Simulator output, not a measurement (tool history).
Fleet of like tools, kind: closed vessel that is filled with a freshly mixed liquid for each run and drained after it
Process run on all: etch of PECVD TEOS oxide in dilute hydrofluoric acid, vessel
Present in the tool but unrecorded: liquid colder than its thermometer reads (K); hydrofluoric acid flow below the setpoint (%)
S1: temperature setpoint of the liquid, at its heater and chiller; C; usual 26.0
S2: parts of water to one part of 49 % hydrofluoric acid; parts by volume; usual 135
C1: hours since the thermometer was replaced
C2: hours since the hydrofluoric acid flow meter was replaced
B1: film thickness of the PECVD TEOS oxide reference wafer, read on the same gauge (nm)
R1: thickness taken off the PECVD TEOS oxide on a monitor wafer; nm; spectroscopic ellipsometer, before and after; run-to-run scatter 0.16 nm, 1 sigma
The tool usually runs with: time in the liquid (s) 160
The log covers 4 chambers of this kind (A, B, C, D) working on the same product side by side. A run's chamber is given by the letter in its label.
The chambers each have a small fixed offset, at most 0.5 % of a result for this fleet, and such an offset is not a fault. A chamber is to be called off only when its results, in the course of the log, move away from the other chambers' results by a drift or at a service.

run 1A hour=5.5 | S1=26.0 S2=135 time_in_the_liquid_(s)=160 | C1=673.3 C2=437.1 | B1=140.00 | R1=22.899
run 2C hour=8.4 | S1=26.0 S2=135 time_in_the_liquid_(s)=160 | C1=1462.0 C2=56.9 | B1=139.96 | R1=23.177
run 3B hour=13.4 | S1=26.0 S2=135 time_in_the_liquid_(s)=160 | C1=305.9 C2=688.7 | B1=140.00 | R1=22.882
run 4D hour=17.1 | S1=26.0 S2=135 time_in_the_liquid_(s)=160 | C1=369.9 C2=2169.8 | B1=140.01 | R1=22.609
run 5B hour=21.3 | S1=26.0 S2=65 time_in_the_liquid_(s)=230 | C1=313.8 C2=696.6 | B1=140.01 | R1=75.182
run 6D hour=26.8 | S1=26.0 S2=65 time_in_the_liquid_(s)=230 | C1=379.6 C2=2179.5 | B1=140.00 | R1=74.322
run 7A hour=31.8 | S1=26.0 S2=65 time_in_the_liquid_(s)=230 | C1=699.6 C2=463.4 | B1=140.01 | R1=75.206
run 8C hour=36.0 | S1=26.0 S2=65 time_in_the_liquid_(s)=230 | C1=1489.6 C2=84.5 | B1=140.02 | R1=75.682
run 9C hour=40.0 | S1=26.0 S2=135 time_in_the_liquid_(s)=160 | C1=1493.6 C2=88.5 | B1=140.00 | R1=22.753
run 10B hour=43.8 | S1=26.0 S2=135 time_in_the_liquid_(s)=160 | C1=336.3 C2=719.1 | B1=140.00 | R1=23.146
run 11A hour=49.2 | S1=26.0 S2=135 time_in_the_liquid_(s)=160 | C1=717.0 C2=480.8 | B1=139.99 | R1=22.492
run 12D hour=55.1 | S1=26.0 S2=135 time_in_the_liquid_(s)=160 | C1=407.9 C2=2207.8 | B1=140.01 | R1=22.837
run 13A hour=60.3 | S1=26.0 S2=185 time_in_the_liquid_(s)=160 | C1=728.1 C2=491.9 | B1=140.00 | R1=15.455
run 14B hour=66.3 | S1=26.0 S2=185 time_in_the_liquid_(s)=160 | C1=358.8 C2=741.6 | B1=140.00 | R1=15.645
run 15C hour=72.1 | S1=26.0 S2=185 time_in_the_liquid_(s)=160 | C1=1525.7 C2=120.6 | B1=139.99 | R1=15.708
run 16D hour=75.2 | S1=26.0 S2=185 time_in_the_liquid_(s)=160 | C1=428.0 C2=2227.9 | B1=139.98 | R1=15.716
run 17D hour=79.4 | S1=26.0 S2=135 time_in_the_liquid_(s)=160 | C1=432.2 C2=2232.1 | B1=140.01 | R1=22.953
run 18B hour=85.2 | S1=26.0 S2=135 time_in_the_liquid_(s)=160 | C1=377.7 C2=760.5 | B1=140.00 | R1=23.014
run 19A hour=90.8 | S1=26.0 S2=135 time_in_the_liquid_(s)=160 | C1=758.6 C2=522.4 | B1=140.01 | R1=22.413
-- hour=91.4 chamber D: hydrofluoric acid flow meter replaced
run 20C hour=96.8 | S1=29.5 S2=175 time_in_the_liquid_(s)=160 | C1=1550.4 C2=145.3 | B1=140.01 | R1=19.296
run 21C hour=102.3 | S1=29.5 S2=175 time_in_the_liquid_(s)=160 | C1=1555.9 C2=150.8 | B1=140.01 | R1=19.262
run 22B hour=106.6 | S1=29.5 S2=175 time_in_the_liquid_(s)=160 | C1=399.1 C2=781.9 | B1=139.99 | R1=18.800
run 23A hour=110.5 | S1=29.5 S2=175 time_in_the_liquid_(s)=160 | C1=778.3 C2=542.1 | B1=139.99 | R1=18.430
run 24D hour=115.3 | S1=26.0 S2=135 time_in_the_liquid_(s)=160 | C1=468.1 C2=24.0 | B1=139.98 | R1=23.102
run 25A hour=119.0 | S1=26.0 S2=135 time_in_the_liquid_(s)=160 | C1=786.8 C2=550.6 | B1=140.00 | R1=22.134
run 26C hour=125.0 | S1=26.0 S2=90 time_in_the_liquid_(s)=80 | C1=1578.6 C2=173.5 | B1=140.01 | R1=18.284
run 27D hour=129.3 | S1=26.0 S2=90 time_in_the_liquid_(s)=80 | C1=482.1 C2=38.0 | B1=140.00 | R1=18.234
run 28B hour=132.9 | S1=26.0 S2=90 time_in_the_liquid_(s)=80 | C1=425.4 C2=808.2 | B1=140.01 | R1=18.222
run 29D hour=139.0 | S1=26.0 S2=90 time_in_the_liquid_(s)=80 | C1=491.8 C2=47.7 | B1=139.99 | R1=18.068
run 30B hour=144.3 | S1=26.0 S2=135 time_in_the_liquid_(s)=160 | C1=436.8 C2=819.6 | B1=140.01 | R1=22.825
run 31C hour=147.5 | S1=26.0 S2=135 time_in_the_liquid_(s)=160 | C1=1601.1 C2=196.0 | B1=140.02 | R1=22.974
run 32A hour=152.7 | S1=26.0 S2=135 time_in_the_liquid_(s)=160 | C1=820.5 C2=584.3 | B1=140.02 | R1=21.647
run 33C hour=157.5 | S1=26.0 S2=135 time_in_the_liquid_(s)=160 | C1=1611.1 C2=206.0 | B1=140.01 | R1=22.830
run 34A hour=163.1 | S1=26.0 S2=135 time_in_the_liquid_(s)=160 | C1=830.9 C2=594.7 | B1=139.99 | R1=21.406
run 35B hour=166.9 | S1=26.0 S2=135 time_in_the_liquid_(s)=160 | C1=459.4 C2=842.2 | B1=140.01 | R1=23.104
run 36D hour=171.7 | S1=26.0 S2=135 time_in_the_liquid_(s)=160 | C1=524.5 C2=80.4 | B1=139.97 | R1=23.045
run 37A hour=176.0 | S1=26.0 S2=135 time_in_the_liquid_(s)=160 | C1=843.8 C2=607.6 | B1=140.02 | R1=21.417
run 38C hour=180.8 | S1=26.0 S2=135 time_in_the_liquid_(s)=160 | C1=1634.4 C2=229.3 | B1=140.00 | R1=22.924
run 39D hour=183.6 | S1=26.0 S2=135 time_in_the_liquid_(s)=160 | C1=536.4 C2=92.3 | B1=140.01 | R1=22.986
run 40B hour=186.5 | S1=26.0 S2=135 time_in_the_liquid_(s)=160 | C1=479.0 C2=861.8 | B1=140.04 | R1=22.936

What goes on in this fleet: one chamber off, a drifting gauge, or nothing beyond the chambers' own small offsets? Name the chamber and the cause, if any.

Little by little, chamber A moves away from the other chambers.
Most likely cause: hydrofluoric acid flow below the setpoint (%) = 6.09.
The log might look much the same if the cause were instead: liquid colder than its thermometer reads (K).

Below are 4 candidate recipes for chamber A's next run, each the usual settings with a change, their results shown as question marks. Which of them brings A's results back in line with what the other chambers give on the usual settings?
To be in line, a result may differ from the other chambers' mean on the usual settings by at most: R1 0.570 nm
run 41A-1 hour=191.0 | S1=26.5 S2=120 time_in_the_liquid_(s)=160 | R1=?
run 41A-2 hour=191.0 | S1=26.0 S2=155 time_in_the_liquid_(s)=160 | R1=?
run 41A-3 hour=191.0 | S1=24.0 S2=135 time_in_the_liquid_(s)=160 | R1=?
run 41A-4 hour=191.0 | S1=26.0 S2=130 time_in_the_liquid_(s)=165 | R1=?

Other chambers, usual settings, mean: R1 22.907 nm
run=41A-1 R1=24.741
run=41A-2 R1=17.893
run=41A-3 R1=19.587
run=41A-4 R1=22.776
It is 41A-4 that realigns the chamber with its peers.
